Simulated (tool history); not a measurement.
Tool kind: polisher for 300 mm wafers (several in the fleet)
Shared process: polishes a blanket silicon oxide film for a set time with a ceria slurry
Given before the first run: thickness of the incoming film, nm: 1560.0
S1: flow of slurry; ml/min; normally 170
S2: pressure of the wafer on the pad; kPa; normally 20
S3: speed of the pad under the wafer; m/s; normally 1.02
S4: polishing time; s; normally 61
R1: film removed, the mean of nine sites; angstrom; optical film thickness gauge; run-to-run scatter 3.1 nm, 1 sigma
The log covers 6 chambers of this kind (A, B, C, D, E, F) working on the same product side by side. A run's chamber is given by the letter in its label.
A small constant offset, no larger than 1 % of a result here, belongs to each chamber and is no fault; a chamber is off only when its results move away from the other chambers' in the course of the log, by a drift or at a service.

run,hour,S1,S2,S3,S4,R1
1E,10.2,170,20,1.02,61,2420.3
# hour 14.6: chamber A: worn pad replaced by a new one
2B,19.3,170,20,1.02,61,2433.9
3F,32.7,170,20,1.02,61,2441.5
4A,47.7,170,20,1.02,61,2473.6
# hour 49.6: chamber B: slurry nozzle cleaned
5D,58.9,170,20,1.02,61,2492.3
# hour 61.6: chamber C: worn pad replaced by a new one
6C,73.6,170,20,1.02,61,2442.6
# hour 77.1: chamber F: worn pad replaced by a new one
# hour 77.8: chamber B: worn pad replaced by a new one
7A,85.8,170,20,1.02,61,2451.2
# hour 87.1: chamber D: worn pad replaced by a new one
8E,101.2,170,20,1.02,61,2419.8
# hour 106.5: chamber C: head pressure recalibrated
# hour 106.7: chamber E: worn pad replaced by a new one
9C,109.5,170,20,1.02,61,2414.2
# hour 116.1: chamber A: worn pad replaced by a new one
10F,120.2,170,20,1.02,61,2421.9
11B,128.1,170,20,1.02,61,2457.1
12D,144.3,170,20,1.02,61,2517.2
# hour 154.1: chamber F: head pressure recalibrated
13B,155,170,20,1.02,61,2424.6
14A,171,170,20,1.02,61,2420.9
15D,184.3,170,20,1.02,61,2425.1
16C,193.9,200,14.5,1.02,61,1785
# hour 199.6: chamber D: head pressure recalibrated
17E,207.2,200,14.5,1.02,61,1821.3
# hour 214.1: chamber B: worn pad replaced by a new one
# hour 215.2: chamber A: worn pad replaced by a new one
# hour 219: chamber D: worn pad replaced by a new one
18F,219.6,200,14.5,1.02,61,1631
# hour 222.3: chamber E: worn pad replaced by a new one
19A,230.7,200,14.5,1.02,61,1822.6
20E,241.4,200,14.5,1.02,61,1816.3
# hour 241.6: chamber C: worn pad replaced by a new one
21B,248.8,200,14.5,1.02,61,1794.4
22C,263.4,205,22.8,1.02,61,2821.5
# hour 265.4: chamber F: worn pad replaced by a new one
# hour 265.4: chamber C: slurry nozzle cleaned
23F,275.7,205,22.8,1.02,61,2595.3
24D,289.9,205,22.8,1.02,61,2810.9
25B,299.9,205,22.8,1.02,61,2895.2
26A,309.4,205,22.8,1.02,61,2824.5
27E,317.8,205,22.8,1.02,61,2843.3
# hour 329: chamber A: worn pad replaced by a new one
# hour 329.4: chamber E: slurry nozzle cleaned
28D,333.9,170,20,1.02,61,2423
# hour 335.1: chamber D: worn pad replaced by a new one
# hour 344.3: chamber E: worn pad replaced by a new one
29C,344.8,170,20,1.02,61,2401
30F,352.3,170,20,1.02,61,2250.3
# hour 352.5: chamber B: worn pad replaced by a new one
31B,368.4,170,20,1.02,61,2460.8
32A,381,170,20,1.02,61,2403.4
# hour 388.9: chamber F: slurry nozzle cleaned
33C,391,170,20,1.02,61,2439.7
# hour 397.3: chamber B: slurry nozzle cleaned
34E,403,170,20,1.02,61,2455.3
35D,413.4,170,20,1.02,61,2470.1
36F,425.2,170,20,1.02,61,2219.6
37F,436.8,170,20,1.02,61,2185.3
# hour 442.3: chamber D: slurry nozzle cleaned
38B,447.7,220,20,0.74,61,1842.1
# hour 451.8: chamber D: worn pad replaced by a new one
# hour 456: chamber C: worn pad replaced by a new one
39E,460,220,20,0.74,61,1864.3
40D,474.1,220,20,0.74,61,1862.4
41C,489.5,220,20,0.74,61,1819.7

One chamber off, gauge drift, or nothing amiss beyond the chambers' own small offsets? If it is a chamber, which one, and what is the likeliest cause?

Chamber F came out of a service off from its peers and stayed that way.
Likeliest cause: head's pressure below its setpoint, % = 9.75.

Which of the 4 candidates below, each the usual settings with something changed and its results left as question marks, puts chamber F back in line with what the other chambers give on the usual settings?
A result is in line if it is within this distance of the other chambers' mean on the usual settings: R1 110 angstrom
42F-1,501.3,170,20,1.14,67,?
42F-2,501.3,170,20.7,1.06,63,?
42F-3,501.3,170,19.3,0.98,59,?
42F-4,501.3,170,18.6,0.94,57,?

Average result of the remaining chambers running the usual settings: R1 2433.1 angstrom
run,R1
42F-1,2686.2
42F-2,2432.2
42F-3,1965.1
42F-4,1755.8
With 42F-2, the chamber falls back in line with the rest.

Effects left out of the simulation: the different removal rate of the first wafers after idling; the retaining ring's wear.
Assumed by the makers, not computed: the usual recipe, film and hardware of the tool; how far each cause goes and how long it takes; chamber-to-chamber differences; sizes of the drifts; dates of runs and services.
